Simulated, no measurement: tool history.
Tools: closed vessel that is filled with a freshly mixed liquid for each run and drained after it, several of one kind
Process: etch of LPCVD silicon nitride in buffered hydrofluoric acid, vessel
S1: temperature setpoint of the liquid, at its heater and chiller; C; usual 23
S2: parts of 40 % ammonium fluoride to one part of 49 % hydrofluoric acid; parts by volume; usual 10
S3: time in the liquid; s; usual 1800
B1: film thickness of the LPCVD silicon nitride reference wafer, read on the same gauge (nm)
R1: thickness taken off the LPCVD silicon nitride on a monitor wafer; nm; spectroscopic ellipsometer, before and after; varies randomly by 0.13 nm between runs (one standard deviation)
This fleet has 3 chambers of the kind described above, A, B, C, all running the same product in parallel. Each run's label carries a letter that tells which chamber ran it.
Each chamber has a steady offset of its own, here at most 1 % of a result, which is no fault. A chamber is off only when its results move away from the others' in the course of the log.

run,hour,S1,S2,S3,B1,R1
1C,11.2,23,10,1800,50.007,23.462
2A,23.1,23,10,1800,50.003,23.111
3B,33,23,10,1800,50.015,22.881
4B,44.3,23,10,1800,50.008,22.802
5A,52.6,23,10,1800,49.978,23.033
6C,60.9,23,10,1800,49.971,22.863
7A,69.3,23,10,1800,49.981,23.119
8B,80.6,23,10,1800,49.982,23.156
9C,87.1,23,10,1800,50.008,23.217
10A,94.3,23,10,1800,49.993,22.962
# hour 103.5: chamber A: hydrofluoric acid flow meter replaced
11C,107.5,27,10,2625,50.002,41.915
12B,119.2,27,10,2625,50.004,41.581
13A,131.9,27,10,2625,49.995,41.711
14C,139.6,23,10,1800,49.999,23.52
15B,146.3,20,11.5,1800,49.977,17.032
16A,159.5,20,11.5,1800,50.008,17.027
17B,172.1,20,11.5,1800,49.992,17.074
18C,179,23,10,1800,50.012,23.953
19B,186.9,23,10,1800,49.997,22.906
# hour 187.8: chamber B: thermometer replaced
20C,198.7,23,10,1800,50.004,23.896
21A,208.9,23,10,1800,50.026,23.024
22B,215.9,23,10,1800,50.008,22.807
23C,229.3,23,10,1800,49.988,24.003
24A,236.1,23,10,1800,49.986,23.116
25A,249.2,23,10,1800,49.993,23.011
26B,257.4,23,10,1800,50.012,22.905
27C,267.5,23,10,1800,50.006,24.225
28C,278,23,10,1800,49.99,24.566

What goes on in this fleet: one chamber off, a drifting gauge, or nothing beyond the chambers' own small offsets? Name the chamber and the cause, if any.

It is chamber C that slowly wanders off from its peers.
Likeliest cause: liquid hotter than its thermometer reads (K) = 1.08.
It could be hard to tell apart here from: hydrofluoric acid flow above the setpoint (%).

Below are 4 candidate recipes for chamber C's next run, each the usual settings with a change, their results shown as question marks. Which of them brings C's results back in line with what the other chambers give on the usual settings?
Maximum distance from the other chambers' mean on the usual settings for a result to count as in line: R1 0.45 nm
29C-1,287.6,23,10,1690,,?
29C-2,287.6,21,10,1800,,?
29C-3,287.6,23,10,1905,,?
29C-4,287.6,23,10,1995,,?

What the other chambers average on the usual settings: R1 22.97 nm
run,R1
29C-1,23.015
29C-2,22.002
29C-3,25.942
29C-4,27.168
It is 29C-1 that realigns the chamber with its peers.

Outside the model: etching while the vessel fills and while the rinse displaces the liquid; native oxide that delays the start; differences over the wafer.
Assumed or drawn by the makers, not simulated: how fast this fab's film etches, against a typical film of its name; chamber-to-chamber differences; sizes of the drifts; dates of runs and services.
